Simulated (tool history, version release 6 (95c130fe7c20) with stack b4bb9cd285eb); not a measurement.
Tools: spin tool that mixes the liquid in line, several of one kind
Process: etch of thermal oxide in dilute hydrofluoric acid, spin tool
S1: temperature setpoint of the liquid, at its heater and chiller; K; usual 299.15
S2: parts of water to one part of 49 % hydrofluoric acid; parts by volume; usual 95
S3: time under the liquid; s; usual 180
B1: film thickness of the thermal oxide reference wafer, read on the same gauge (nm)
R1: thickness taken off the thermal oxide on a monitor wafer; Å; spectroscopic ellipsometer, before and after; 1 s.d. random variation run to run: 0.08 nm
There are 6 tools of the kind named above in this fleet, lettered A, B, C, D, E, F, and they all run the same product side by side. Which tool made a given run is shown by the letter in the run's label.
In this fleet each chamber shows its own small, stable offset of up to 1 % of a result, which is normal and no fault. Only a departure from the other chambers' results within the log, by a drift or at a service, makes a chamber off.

run,day,S1,S2,S3,B1,R1
1B,0.500,299.15,95,180,30.013,94.233
# day 0.833: chamber B: hydrofluoric acid flow meter replaced
# day 0.996: chamber C: hydrofluoric acid flow meter replaced
2E,1.029,299.15,95,180,30.010,95.113
3C,1.296,299.15,95,180,29.979,96.316
4A,1.833,299.15,95,180,29.953,97.536
5D,2.325,299.15,95,180,29.984,93.149
6F,2.867,299.15,95,180,30.047,94.255
7E,3.217,299.15,50,180,30.045,187.350
8D,3.783,299.15,50,180,29.951,187.810
9A,4.212,299.15,50,180,30.017,189.360
10C,4.471,299.15,50,180,29.969,195.690
11F,5.038,299.15,50,180,29.999,190.860
12B,5.575,299.15,50,180,30.005,187.760
13B,5.975,299.15,95,180,30.020,94.726
14F,6.533,301.15,95,180,29.970,104.550
# day 6.550: chamber D: thermometer replaced
15E,6.838,301.15,95,180,29.994,101.680
16C,7.329,301.15,95,180,29.978,103.600
17D,7.688,301.15,95,180,30.039,102.850
18A,8.129,301.15,95,180,30.017,103.270
19A,8.617,301.15,95,180,29.976,101.610
20C,8.933,299.15,95,180,29.996,94.791
21B,9.500,299.15,95,180,29.998,94.200
22F,9.821,299.15,95,180,29.999,99.162
23D,10.175,299.15,95,180,29.996,92.692
24E,10.671,303.65,95,180,29.976,114.400
25A,11.229,303.65,95,180,29.988,113.210
26F,11.733,303.65,95,180,30.016,119.890
27E,11.992,303.65,95,180,29.971,113.790
28D,12.342,303.65,95,180,29.988,112.200
29B,12.758,303.65,95,180,29.993,112.860
30C,13.075,299.15,95,180,29.997,95.590
31E,13.638,299.15,135,180,30.009,63.461
32A,13.883,299.15,135,180,29.988,63.385
# day 14.129: chamber D: hydrofluoric acid flow meter replaced
33D,14.442,299.15,135,180,30.017,63.443
34B,14.967,299.15,135,180,29.982,63.671
35F,15.350,299.15,135,180,30.023,70.087
# day 15.833: chamber C: thermometer replaced
36C,15.904,299.15,135,180,30.002,63.608
37D,16.258,299.15,95,180,30.009,93.886
38B,16.625,299.15,95,110,30.009,57.946
39F,17.008,299.15,95,110,29.996,64.785
40C,17.333,299.15,95,110,29.993,58.362
41A,17.725,299.15,95,110,29.987,57.772
42E,18.104,299.15,95,110,29.991,57.237
43D,18.525,299.15,95,110,30.000,57.105
44E,18.896,299.15,95,180,29.978,95.912

Does one chamber stand apart from the rest, does the shared gauge drift, or is all well apart from small per-chamber offsets? Give the chamber and the most likely cause, where there is one.

Little by little, chamber F moves away from the other chambers.
Likeliest cause: hydrofluoric acid flow above the setpoint (%) = 11.2.
It could be hard to tell apart here from: liquid hotter than its thermometer reads (K).

Which of the 4 candidates below, each the usual settings with something changed and its results left as question marks, puts chamber F back in line with what the other chambers give on the usual settings?
Allowed miss from the other chambers' usual-settings mean, per result, to count as in line: R1 2.800 Å
45F-1,19.308,299.15,95,205,,?
45F-2,19.308,299.15,100,170,,?
45F-3,19.308,299.15,95,170,,?
45F-4,19.308,300.65,95,180,,?

Usual-settings mean across the other chambers: R1 94.689 Å
run,R1
45F-1,122.170
45F-2,95.747
45F-3,101.310
45F-4,113.660
Change 45F-2 lands the chamber within the allowed miss of the other chambers.
